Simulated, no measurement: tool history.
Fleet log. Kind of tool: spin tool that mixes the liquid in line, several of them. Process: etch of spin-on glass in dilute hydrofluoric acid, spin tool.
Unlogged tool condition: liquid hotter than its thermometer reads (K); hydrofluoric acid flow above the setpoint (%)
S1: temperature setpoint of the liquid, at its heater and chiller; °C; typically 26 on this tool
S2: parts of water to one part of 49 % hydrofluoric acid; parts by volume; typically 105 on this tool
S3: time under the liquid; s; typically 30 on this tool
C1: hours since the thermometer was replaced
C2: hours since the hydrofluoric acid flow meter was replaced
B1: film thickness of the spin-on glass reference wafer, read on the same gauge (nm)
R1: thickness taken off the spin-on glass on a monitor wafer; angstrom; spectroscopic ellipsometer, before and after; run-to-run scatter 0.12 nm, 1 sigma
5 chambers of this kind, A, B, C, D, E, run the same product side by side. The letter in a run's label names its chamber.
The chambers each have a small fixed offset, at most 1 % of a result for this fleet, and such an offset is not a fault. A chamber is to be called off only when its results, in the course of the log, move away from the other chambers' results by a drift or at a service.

| run | hour | S1 | S2 | S3 | C1 | C2 | B1 | R1 |
|---|---|---|---|---|---|---|---|---|
| 1C | 11.2 | 26 | 105 | 30 | 1123.2 | 732.2 | 29.979 | 212.09 |
| 2A | 17 | 26 | 105 | 30 | 788.2 | 263.2 | 30.024 | 210.3 |
| 3B | 27.3 | 26 | 105 | 30 | 795.9 | 422.5 | 29.982 | 214.62 |
| 4D | 36.2 | 26 | 105 | 30 | 1145.3 | 182.9 | 29.976 | 212.45 |
| 5E | 43.5 | 26 | 105 | 30 | 978.7 | 505.6 | 29.969 | 210.99 |
| 6C | 53.5 | 26 | 105 | 30 | 1165.5 | 774.5 | 29.995 | 212 |
| 7B | 62 | 26 | 105 | 30 | 830.6 | 457.2 | 30.004 | 211.17 |
| 8D | 72.2 | 23.5 | 70 | 30 | 1181.3 | 218.9 | 30.026 | 297.47 |
| 9A | 81.5 | 23.5 | 70 | 30 | 852.7 | 327.7 | 30.021 | 298.38 |
| 10E | 87.8 | 23.5 | 70 | 30 | 1023 | 549.9 | 30.003 | 298.27 |
| 11D | 95.8 | 23.5 | 70 | 30 | 1204.9 | 242.5 | 30.001 | 300.14 |
| 12B | 106.6 | 23.5 | 70 | 30 | 875.2 | 501.8 | 29.991 | 303.66 |
| 13A | 113.2 | 26 | 105 | 30 | 884.4 | 359.4 | 30.032 | 209.2 |
| 14C | 124 | 26 | 105 | 30 | 1236 | 845 | 29.98 | 211.69 |
| 15E | 133.7 | 26 | 105 | 30 | 1068.9 | 595.8 | 29.981 | 212.61 |
| 16D | 142 | 30.5 | 105 | 30 | 1251.1 | 288.7 | 30.017 | 250.9 |
|  | 142.1 | chamber E: hydrofluoric acid flow meter replaced |
|  | 143.1 | chamber C: hydrofluoric acid flow meter replaced |
| 17A | 153.3 | 30.5 | 105 | 30 | 924.5 | 399.5 | 29.997 | 248.59 |
| 18B | 160.2 | 30.5 | 105 | 30 | 928.8 | 555.4 | 30.008 | 253.65 |
| 19C | 169.5 | 30.5 | 105 | 30 | 1281.5 | 26.5 | 30.038 | 249.66 |
| 20E | 179.4 | 30.5 | 105 | 30 | 1114.6 | 37.3 | 29.997 | 256 |
| 21C | 185.7 | 26 | 105 | 20 | 1297.7 | 42.7 | 30.013 | 141.74 |
| 22A | 192.6 | 26 | 105 | 20 | 963.8 | 438.8 | 29.991 | 139.45 |
| 23E | 202.9 | 26 | 105 | 20 | 1138.1 | 60.8 | 29.984 | 143.85 |
| 24B | 213.9 | 26 | 105 | 20 | 982.5 | 609.1 | 29.989 | 142.32 |
| 25D | 224 | 26 | 105 | 20 | 1333.1 | 370.7 | 29.989 | 139.61 |
| 26C | 235.6 | 26 | 105 | 30 | 1347.6 | 92.6 | 29.999 | 210.83 |
| 27E | 244.5 | 26 | 105 | 30 | 1179.7 | 102.4 | 30.022 | 221.15 |
| 28B | 251.1 | 26 | 105 | 30 | 1019.7 | 646.3 | 29.969 | 212.91 |
| 29D | 259.3 | 26 | 105 | 30 | 1368.4 | 406 | 30.004 | 210 |
| 30A | 269.7 | 26 | 105 | 30 | 1040.9 | 515.9 | 30.022 | 210.93 |
| 31C | 276.3 | 26 | 105 | 30 | 1388.3 | 133.3 | 30.008 | 210.82 |
| 32B | 286 | 26 | 105 | 15 | 1054.6 | 681.2 | 29.999 | 106.33 |
| 33D | 291.6 | 26 | 105 | 15 | 1400.7 | 438.3 | 29.966 | 106.32 |
| 34A | 303.7 | 26 | 105 | 15 | 1074.9 | 549.9 | 29.98 | 105.21 |
| 35E | 313 | 26 | 105 | 15 | 1248.2 | 170.9 | 29.983 | 112.56 |
| 36C | 319.5 | 26 | 105 | 15 | 1431.5 | 176.5 | 30.034 | 105.74 |
| 37A | 326.3 | 30.5 | 140 | 30 | 1097.5 | 572.5 | 30.002 | 178.16 |
| 38B | 334.4 | 30.5 | 140 | 30 | 1103 | 729.6 | 30.022 | 182.04 |
| 39E | 343.7 | 30.5 | 140 | 30 | 1278.9 | 201.6 | 30.009 | 190.79 |
| 40D | 349.5 | 30.5 | 140 | 30 | 1458.6 | 496.2 | 30.029 | 181.4 |
| 41D | 358 | 30.5 | 140 | 30 | 1467.1 | 504.7 | 29.999 | 181.35 |

Decide between three cases: one chamber stands off from its peers, the gauge reading all wafers drifts, or nothing is wrong past each chamber's small offset. Where a chamber is off, say which and what most likely put it there.

Chamber E drifts away from the others.
Cause: liquid hotter than its thermometer reads (K) = 1.56.

Which of the 4 candidates below, each the usual settings with something changed and its results left as question marks, puts chamber E back in line with what the other chambers give on the usual settings?
In line means no further than this from the other chambers' mean on the usual settings: R1 4.3 angstrom
| 42E-1 | 366.7 | 27.5 | 105 | 30 |  |  |  | ? |
| 42E-2 | 366.7 | 26.5 | 105 | 30 |  |  |  | ? |
| 42E-3 | 366.7 | 24.5 | 105 | 30 |  |  |  | ? |
| 42E-4 | 366.7 | 25.5 | 105 | 30 |  |  |  | ? |

Other chambers, usual settings, mean: R1 211.72 angstrom
| run | R1 |
|---|---|
| 42E-1 | 239.24 |
| 42E-2 | 230.18 |
| 42E-3 | 212.93 |
| 42E-4 | 221.47 |
With 42E-3, the chamber falls back in line with the rest.
